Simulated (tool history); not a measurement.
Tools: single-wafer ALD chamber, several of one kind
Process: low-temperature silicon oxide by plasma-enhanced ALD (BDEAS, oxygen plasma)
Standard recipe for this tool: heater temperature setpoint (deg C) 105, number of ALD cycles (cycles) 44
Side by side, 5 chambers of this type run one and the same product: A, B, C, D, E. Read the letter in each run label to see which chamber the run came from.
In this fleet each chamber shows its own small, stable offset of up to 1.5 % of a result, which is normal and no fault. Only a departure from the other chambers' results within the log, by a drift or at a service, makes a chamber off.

| run | hour | heater temperature setpoint (deg C) | number of ALD cycles (cycles) | hours since the last thermocouple change | read-back reference wafer on the same gauge, thickness_nm | mean film thickness on the monitor wafer (angstrom) |
|---|---|---|---|---|---|---|
| 1A | 9.3 | 105 | 44 | 1548.7 | 7.2964 | 62.316 |
| 2B | 15.5 | 105 | 44 | 721.8 | 7.2990 | 62.983 |
| 3C | 20.2 | 105 | 44 | 640.1 | 7.2962 | 62.319 |
| 4D | 25.1 | 105 | 44 | 307.4 | 7.2946 | 63.055 |
| 5E | 33.2 | 105 | 44 | 1158.6 | 7.2913 | 62.567 |
| 6C | 38.6 | 99 | 40 | 658.5 | 7.2937 | 57.334 |
| 7B | 46.1 | 99 | 40 | 752.4 | 7.2939 | 57.987 |
| 8A | 53.5 | 99 | 40 | 1592.9 | 7.2881 | 57.496 |
| 9D | 60.8 | 99 | 40 | 343.1 | 7.2884 | 57.748 |
| 10E | 66.1 | 99 | 40 | 1191.5 | 7.2896 | 57.591 |
| 11D | 73.9 | 105 | 44 | 356.2 | 7.2887 | 62.810 |
| 12E | 78.0 | 105 | 44 | 1203.4 | 7.2839 | 62.596 |
| 13B | 82.8 | 105 | 44 | 789.1 | 7.2858 | 62.750 |
| 14A | 88.2 | 105 | 44 | 1627.6 | 7.2852 | 62.164 |
| 15C | 96.8 | 105 | 44 | 716.7 | 7.2818 | 62.154 |
| 16C | 105.7 | 105 | 44 | 725.6 | 7.2801 | 62.125 |
| 17D | 109.8 | 105 | 44 | 392.1 | 7.2752 | 62.780 |
|  | 116.5 | chamber E: thermocouple changed; heater temperature recalibrated |
| 18A | 118.9 | 105 | 44 | 1658.3 | 7.2759 | 62.203 |
| 19B | 124.9 | 105 | 44 | 831.2 | 7.2732 | 62.748 |
| 20E | 131.8 | 105 | 44 | 15.3 | 7.2747 | 62.580 |
| 21D | 136.4 | 105 | 44 | 418.7 | 7.2729 | 62.783 |
| 22B | 145.4 | 105 | 44 | 851.7 | 7.2750 | 62.807 |
| 23E | 153.9 | 105 | 44 | 37.4 | 7.2684 | 62.553 |
| 24C | 160.6 | 92 | 37 | 780.5 | 7.2665 | 54.205 |
| 25A | 167.8 | 92 | 37 | 1707.2 | 7.2675 | 54.118 |
| 26C | 174.1 | 92 | 37 | 794.0 | 7.2638 | 54.124 |
| 27B | 181.3 | 92 | 37 | 887.6 | 7.2668 | 54.727 |
| 28D | 188.6 | 92 | 37 | 470.9 | 7.2624 | 54.703 |
| 29E | 194.5 | 105 | 44 | 78.0 | 7.2618 | 62.485 |
| 30A | 202.8 | 105 | 37 | 1742.2 | 7.2603 | 52.246 |
| 31E | 208.5 | 105 | 37 | 92.0 | 7.2612 | 52.416 |
| 32A | 215.5 | 105 | 37 | 1754.9 | 7.2572 | 51.942 |
| 33B | 221.6 | 105 | 37 | 927.9 | 7.2567 | 52.662 |
| 34D | 228.8 | 105 | 37 | 511.1 | 7.2564 | 52.745 |
| 35C | 236.0 | 105 | 44 | 855.9 | 7.2571 | 62.058 |
| 36A | 243.0 | 105 | 44 | 1782.4 | 7.2519 | 61.804 |

All 5 chambers run these settings next. Forecast each chamber's results:
| 37A | 249.7 | 105 | 49 |  |  | ? |
| 37B | 249.7 | 105 | 49 |  |  | ? |
| 37C | 249.7 | 105 | 49 |  |  | ? |
| 37D | 249.7 | 105 | 49 |  |  | ? |
| 37E | 249.7 | 105 | 49 |  |  | ? |

| run | mean film thickness on the monitor wafer (angstrom) |
|---|---|
| 37A | 68.916 |
| 37B | 69.510 |
| 37C | 68.861 |
| 37D | 69.441 |
| 37E | 69.194 |
